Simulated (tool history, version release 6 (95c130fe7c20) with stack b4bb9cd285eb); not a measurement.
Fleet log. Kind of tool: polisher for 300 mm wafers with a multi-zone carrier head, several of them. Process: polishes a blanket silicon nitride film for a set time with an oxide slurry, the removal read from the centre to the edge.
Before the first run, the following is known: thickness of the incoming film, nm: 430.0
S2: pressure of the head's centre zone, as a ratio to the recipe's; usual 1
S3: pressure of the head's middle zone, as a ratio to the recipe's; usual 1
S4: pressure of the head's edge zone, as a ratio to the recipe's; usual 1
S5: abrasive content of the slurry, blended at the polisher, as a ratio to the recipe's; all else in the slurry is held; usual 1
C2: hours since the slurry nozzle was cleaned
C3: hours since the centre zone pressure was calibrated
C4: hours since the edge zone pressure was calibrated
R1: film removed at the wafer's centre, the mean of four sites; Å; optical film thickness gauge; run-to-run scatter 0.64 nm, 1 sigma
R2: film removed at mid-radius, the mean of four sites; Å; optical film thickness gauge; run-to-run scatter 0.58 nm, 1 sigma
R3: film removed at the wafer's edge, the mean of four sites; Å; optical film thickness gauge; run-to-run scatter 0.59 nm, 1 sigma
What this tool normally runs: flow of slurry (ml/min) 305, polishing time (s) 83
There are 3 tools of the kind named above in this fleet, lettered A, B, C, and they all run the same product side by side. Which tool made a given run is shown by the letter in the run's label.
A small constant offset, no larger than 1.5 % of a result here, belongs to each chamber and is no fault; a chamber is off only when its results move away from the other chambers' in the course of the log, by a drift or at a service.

Run 1B, hour 6.1: usual settings; wafers polished on this pad 564; C2 297.7; C3 309.7; C4 487. Result: R1 575.75 Å, R2 584.14 Å, R3 593.78 Å.
Run 2A, hour 10.2: usual settings; wafers polished on this pad 839; C2 444.9; C3 479.2; C4 1045.8. Result: R1 586.29 Å, R2 580.94 Å, R3 581.71 Å.
Run 3C, hour 14.6: usual settings; wafers polished on this pad 952; C2 155.1; C3 141.9; C4 1027.1. Result: R1 584.67 Å, R2 574.54 Å, R3 590.64 Å.
Run 4C, hour 17.7: usual settings; wafers polished on this pad 971; C2 158.2; C3 145; C4 1030.2. Result: R1 593.31 Å, R2 581.76 Å, R3 578 Å.
Run 5A, hour 22: usual settings; wafers polished on this pad 910; C2 456.7; C3 491; C4 1057.6. Result: R1 587.98 Å, R2 586.67 Å, R3 584.07 Å.
Run 6B, hour 25.8: usual settings; wafers polished on this pad 682; C2 317.4; C3 329.4; C4 506.7. Result: R1 581.17 Å, R2 587.14 Å, R3 576.28 Å.
At hour 26.8: chamber A: slurry nozzle cleaned.
Run 7B, hour 31.4: usual settings but S2 0.93; wafers polished on this pad 715; C2 323; C3 335; C4 512.3. Result: R1 522.29 Å, R2 585.93 Å, R3 572.33 Å.
Run 8A, hour 34.3: usual settings but S2 0.93; wafers polished on this pad 984; C2 7.5; C3 503.3; C4 1069.9. Result: R1 537.84 Å, R2 580.67 Å, R3 586.59 Å.
Run 9C, hour 40.8: usual settings but S2 0.93; wafers polished on this pad 1109; C2 181.3; C3 168.1; C4 1053.3. Result: R1 541.7 Å, R2 578.7 Å, R3 580.14 Å.
Run 10B, hour 44.1: usual settings; wafers polished on this pad 791; C2 335.7; C3 347.7; C4 525. Result: R1 579.84 Å, R2 583.79 Å, R3 584.33 Å.
At hour 50: chamber A: worn pad replaced by a new one.
Run 11C, hour 50.3: usual settings; wafers polished on this pad 1166; C2 190.8; C3 177.6; C4 1062.8. Result: R1 588.69 Å, R2 577.49 Å, R3 573.45 Å.
Run 12A, hour 54.5: usual settings but flow of slurry (ml/min) 220, S2 0.92; wafers polished on this pad 27; C2 27.7; C3 523.5; C4 1090.1. Result: R1 515.62 Å, R2 563.9 Å, R3 570.26 Å.
Run 13B, hour 60.3: usual settings but flow of slurry (ml/min) 220, S2 0.92; wafers polished on this pad 889; C2 351.9; C3 363.9; C4 541.2. Result: R1 498.56 Å, R2 561.41 Å, R3 572.86 Å.
Run 14C, hour 64.3: usual settings but flow of slurry (ml/min) 220, S2 0.92; wafers polished on this pad 1250; C2 204.8; C3 191.6; C4 1076.8. Result: R1 501.78 Å, R2 557.41 Å, R3 569.2 Å.
Run 15A, hour 67.1: usual settings; wafers polished on this pad 103; C2 40.3; C3 536.1; C4 1102.7. Result: R1 595.24 Å, R2 588.1 Å, R3 598.46 Å.
Run 16A, hour 72.4: usual settings; wafers polished on this pad 134; C2 45.6; C3 541.4; C4 1108. Result: R1 584.64 Å, R2 589.54 Å, R3 585.76 Å.
Run 17B, hour 75.6: usual settings but S5 0.9, polishing time (s) 108; wafers polished on this pad 980; C2 367.2; C3 379.2; C4 556.5. Result: R1 714.63 Å, R2 717.8 Å, R3 734.52 Å.
Run 18C, hour 81.7: usual settings but S5 0.9, polishing time (s) 108; wafers polished on this pad 1355; C2 222.2; C3 209; C4 1094.2. Result: R1 725.72 Å, R2 719.1 Å, R3 728.92 Å.
Run 19A, hour 85.6: usual settings but S5 0.9, polishing time (s) 108; wafers polished on this pad 213; C2 58.8; C3 554.6; C4 1121.2. Result: R1 725.73 Å, R2 722.91 Å, R3 722.54 Å.
At hour 86.9: chamber A: edge zone pressure recalibrated.
Run 20C, hour 89.2: usual settings; wafers polished on this pad 1400; C2 229.7; C3 216.5; C4 1101.7. Result: R1 589.76 Å, R2 567.43 Å, R3 592.45 Å.
Run 21B, hour 92: usual settings; wafers polished on this pad 1079; C2 383.6; C3 395.6; C4 572.9. Result: R1 576.68 Å, R2 583.41 Å, R3 579.65 Å.
At hour 94.1: chamber C: slurry nozzle cleaned.
Run 22A, hour 96.7: usual settings but S3 1.05, S5 0.85; wafers polished on this pad 280; C2 69.9; C3 565.7; C4 9.9. Result: R1 550.66 Å, R2 570.88 Å, R3 540.87 Å.
At hour 99.2: chamber C: worn pad replaced by a new one.
At hour 99.6: chamber C: edge zone pressure recalibrated.
Run 23B, hour 100.2: usual settings but S3 1.05, S5 0.85; wafers polished on this pad 1128; C2 391.8; C3 403.8; C4 581.1. Result: R1 541.58 Å, R2 561.97 Å, R3 542.25 Å.
At hour 103.1: chamber B: centre zone pressure recalibrated.
Run 24C, hour 104.1: usual settings but S3 1.05, S5 0.85; wafers polished on this pad 29; C2 10; C3 231.4; C4 4.5. Result: R1 543 Å, R2 558.55 Å, R3 539.38 Å.
Run 25B, hour 108: usual settings but flow of slurry (ml/min) 250; wafers polished on this pad 1174; C2 399.6; C3 4.9; C4 588.9. Result: R1 563.39 Å, R2 579.26 Å, R3 570.48 Å.
Run 26A, hour 111: usual settings but flow of slurry (ml/min) 250; wafers polished on this pad 366; C2 84.2; C3 580; C4 24.2. Result: R1 563.62 Å, R2 556.65 Å, R3 574.64 Å.
Run 27C, hour 114.2: usual settings but flow of slurry (ml/min) 250; wafers polished on this pad 90; C2 20.1; C3 241.5; C4 14.6. Result: R1 570.72 Å, R2 575.43 Å, R3 576.99 Å.
Run 28B, hour 120: usual settings; wafers polished on this pad 1246; C2 411.6; C3 16.9; C4 600.9. Result: R1 567.02 Å, R2 597.3 Å, R3 574.69 Å.
Run 29A, hour 125.6: usual settings but flow of slurry (ml/min) 340, S2 0.91; wafers polished on this pad 453; C2 98.8; C3 594.6; C4 38.8. Result: R1 536.5 Å, R2 584.73 Å, R3 586.62 Å.
Run 30C, hour 128.6: usual settings but flow of slurry (ml/min) 340, S2 0.91; wafers polished on this pad 176; C2 34.5; C3 255.9; C4 29. Result: R1 540.44 Å, R2 586.11 Å, R3 590.99 Å.
Run 31A, hour 132.3: usual settings but flow of slurry (ml/min) 340, S2 0.91; wafers polished on this pad 493; C2 105.5; C3 601.3; C4 45.5. Result: R1 541.07 Å, R2 586.37 Å, R3 592.97 Å.
Run 32C, hour 136.3: usual settings; wafers polished on this pad 222; C2 42.2; C3 263.6; C4 36.7. Result: R1 584.74 Å, R2 581.88 Å, R3 580.02 Å.
Run 33B, hour 142.3: usual settings; wafers polished on this pad 1380; C2 433.9; C3 39.2; C4 623.2. Result: R1 583.53 Å, R2 569.67 Å, R3 577.13 Å.
At hour 144.5: chamber A: centre zone pressure recalibrated.
Run 34A, hour 147.6: usual settings; wafers polished on this pad 585; C2 120.8; C3 3.1; C4 60.8. Result: R1 600.64 Å, R2 578.55 Å, R3 578.95 Å.
Run 35C, hour 152.9: usual settings; wafers polished on this pad 322; C2 58.8; C3 280.2; C4 53.3. Result: R1 581.74 Å, R2 586.35 Å, R3 569.99 Å.
At hour 153.7: chamber B: worn pad replaced by a new one.
Run 36B, hour 155.9: usual settings; wafers polished on this pad 13; C2 447.5; C3 52.8; C4 636.8. Result: R1 578.08 Å, R2 582.81 Å, R3 583.45 Å.
Run 37A, hour 159.9: usual settings; wafers polished on this pad 659; C2 133.1; C3 15.4; C4 73.1. Result: R1 596.59 Å, R2 585.85 Å, R3 578.36 Å.
Run 38C, hour 165.7: usual settings but polishing time (s) 74; wafers polished on this pad 398; C2 71.6; C3 293; C4 66.1. Result: R1 515.47 Å, R2 520.36 Å, R3 528.51 Å.
Run 39B, hour 169.6: usual settings but polishing time (s) 74; wafers polished on this pad 95; C2 461.2; C3 66.5; C4 650.5. Result: R1 514.37 Å, R2 518.29 Å, R3 523.75 Å.
Run 40C, hour 173.3: usual settings but polishing time (s) 74; wafers polished on this pad 444; C2 79.2; C3 300.6; C4 73.7. Result: R1 526.91 Å, R2 514.8 Å, R3 526.24 Å.
Run 41A, hour 177.9: usual settings but S3 1.07; wafers polished on this pad 767; C2 151.1; C3 33.4; C4 91.1. Result: R1 589.12 Å, R2 613.55 Å, R3 583.19 Å.

The same settings go to every chamber for the next run, one line per chamber below. Forecast the results for each:
Run 42A, hour 182.5: usual settings. Result: R1 ?, R2 ?, R3 ?.
Run 42B, hour 182.5: usual settings. Result: R1 ?, R2 ?, R3 ?.
Run 42C, hour 182.5: usual settings. Result: R1 ?, R2 ?, R3 ?.

run      R1      R2      R3
42A  585.89  583.93  569.66
42B  576.16  591.23  585.66
42C  584.59   580.8  588.04
